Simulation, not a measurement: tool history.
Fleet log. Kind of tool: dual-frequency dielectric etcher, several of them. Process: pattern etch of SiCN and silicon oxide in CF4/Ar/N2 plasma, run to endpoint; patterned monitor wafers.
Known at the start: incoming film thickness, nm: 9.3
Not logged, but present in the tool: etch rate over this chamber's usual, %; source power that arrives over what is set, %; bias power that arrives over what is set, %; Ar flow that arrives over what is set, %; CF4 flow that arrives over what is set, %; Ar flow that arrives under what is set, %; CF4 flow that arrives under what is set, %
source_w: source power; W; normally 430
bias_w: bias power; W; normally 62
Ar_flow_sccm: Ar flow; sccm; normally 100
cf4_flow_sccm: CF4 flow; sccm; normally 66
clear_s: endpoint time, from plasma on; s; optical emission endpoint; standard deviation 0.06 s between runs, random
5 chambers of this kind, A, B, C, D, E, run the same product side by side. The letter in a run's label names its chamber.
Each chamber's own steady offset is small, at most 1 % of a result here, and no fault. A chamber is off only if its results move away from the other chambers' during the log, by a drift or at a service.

run,hour,source_w,bias_w,Ar_flow_sccm,cf4_flow_sccm,hours since the last wet clean,hours since the last source power generator calibration,hours since the last bias power generator calibration,hours since the last Ar flow controller change,hours since the last CF4 flow controller change,clear_s
1B,14.6,430,62,100,66,131.5,635.9,1065.0,2766.9,2351.2,11.9900
2D,25.4,430,62,100,66,186.1,1887.9,446.1,280.8,348.7,11.7730
3C,34.4,430,62,100,66,214.4,3015.9,3348.8,4461.9,569.3,11.8230
4A,43.7,430,62,100,66,464.7,660.9,1671.6,3282.1,3308.2,12.0590
5E,58.7,430,62,100,66,104.2,2956.3,1318.5,1107.8,4777.1,11.7520
6A,68.4,430,62,100,66,489.4,685.6,1696.3,3306.8,3332.9,12.0200
7E,75.6,430,62,100,66,121.1,2973.2,1335.4,1124.7,4794.0,11.8590
8C,87.4,430,62,100,66,267.4,3068.9,3401.8,4514.9,622.3,11.9130
9D,102.1,430,62,100,66,262.8,1964.6,522.8,357.5,425.4,11.9650
10B,116.0,430,62,100,66,232.9,737.3,1166.4,2868.3,2452.6,11.9860
# hour 122.3: chamber C: wet clean of the chamber
11D,126.5,430,62,100,66,287.2,1989.0,547.2,381.9,449.8,11.9060
12E,139.9,370,69,100,66,185.4,3037.5,1399.7,1189.0,4858.3,13.1060
13B,150.2,370,69,100,66,267.1,771.5,1200.6,2902.5,2486.8,13.0810
# hour 154.6: chamber E: CF4 flow controller replaced
14A,163.9,370,69,100,66,584.9,781.1,1791.8,3402.3,3428.4,13.1360
15C,171.4,370,69,100,66,49.2,3152.9,3485.8,4598.9,706.3,13.1540
16E,181.3,370,69,100,66,226.8,3078.9,1441.1,1230.4,26.8,12.9930
# hour 182.0: chamber C: bias power generator calibrated
17D,194.0,430,62,100,66,354.7,2056.5,614.7,449.4,517.3,11.9000
18B,200.8,430,62,100,66,317.7,822.1,1251.2,2953.1,2537.4,12.1260
19A,214.5,430,62,100,66,635.5,831.7,1842.4,3452.9,3479.0,11.9390
20C,223.0,510,62,100,66,100.8,3204.5,41.1,4650.5,757.9,10.3410
21C,231.6,510,62,100,66,109.4,3213.1,49.7,4659.1,766.5,10.2300
22A,243.1,510,62,100,66,664.1,860.3,1871.0,3481.5,3507.6,10.2250
23E,250.9,510,62,100,66,296.4,3148.5,1510.7,1300.0,96.4,10.1540
24B,264.2,510,62,100,66,381.1,885.5,1314.6,3016.5,2600.8,10.3200
25D,271.9,430,62,100,66,432.6,2134.4,692.6,527.3,595.2,11.6990
# hour 281.3: chamber A: wet clean of the chamber
26C,285.0,430,62,100,66,162.8,3266.5,103.1,4712.5,819.9,11.9050
27B,297.4,480,62,100,78,414.3,918.7,1347.8,3049.7,2634.0,10.5480
28A,311.2,480,62,100,78,30.0,928.4,1939.1,3549.6,3575.7,10.5940
29D,322.4,480,62,100,78,483.1,2184.9,743.1,577.8,645.7,10.3230
# hour 331.5: chamber D: source power generator calibrated
30E,333.2,480,62,100,78,378.7,3230.8,1593.0,1382.3,178.7,10.4600
31D,346.8,480,62,100,78,507.5,15.4,767.5,602.2,670.1,10.2550
32E,359.3,540,62,100,66,404.8,3256.9,1619.1,1408.4,204.8,9.6055
33B,366.2,540,62,100,66,483.1,987.5,1416.6,3118.5,2702.8,9.8049
34A,379.4,540,62,100,66,98.2,996.6,2007.3,3617.8,3643.9,9.7578
35C,388.7,540,62,100,66,266.5,3370.2,206.8,4816.2,923.6,9.6805
# hour 400.5: chamber E: source power generator calibrated
36A,400.9,540,62,100,66,119.7,1018.1,2028.8,3639.3,3665.4,9.8268
37B,411.4,430,62,100,66,528.3,1032.7,1461.8,3163.7,2748.0,11.9750
# hour 419.9: chamber E: wet clean of the chamber
38E,424.6,430,62,100,66,4.8,24.2,1684.4,1473.7,270.1,11.8480

Next, every chamber runs the same settings. What will each give?
39A,435.9,360,62,100,66,,,,,,?
39B,435.9,360,62,100,66,,,,,,?
39C,435.9,360,62,100,66,,,,,,?
39D,435.9,360,62,100,66,,,,,,?
39E,435.9,360,62,100,66,,,,,,?

run,clear_s
39A,13.9700
39B,14.0820
39C,13.8440
39D,13.5790
39E,13.8840
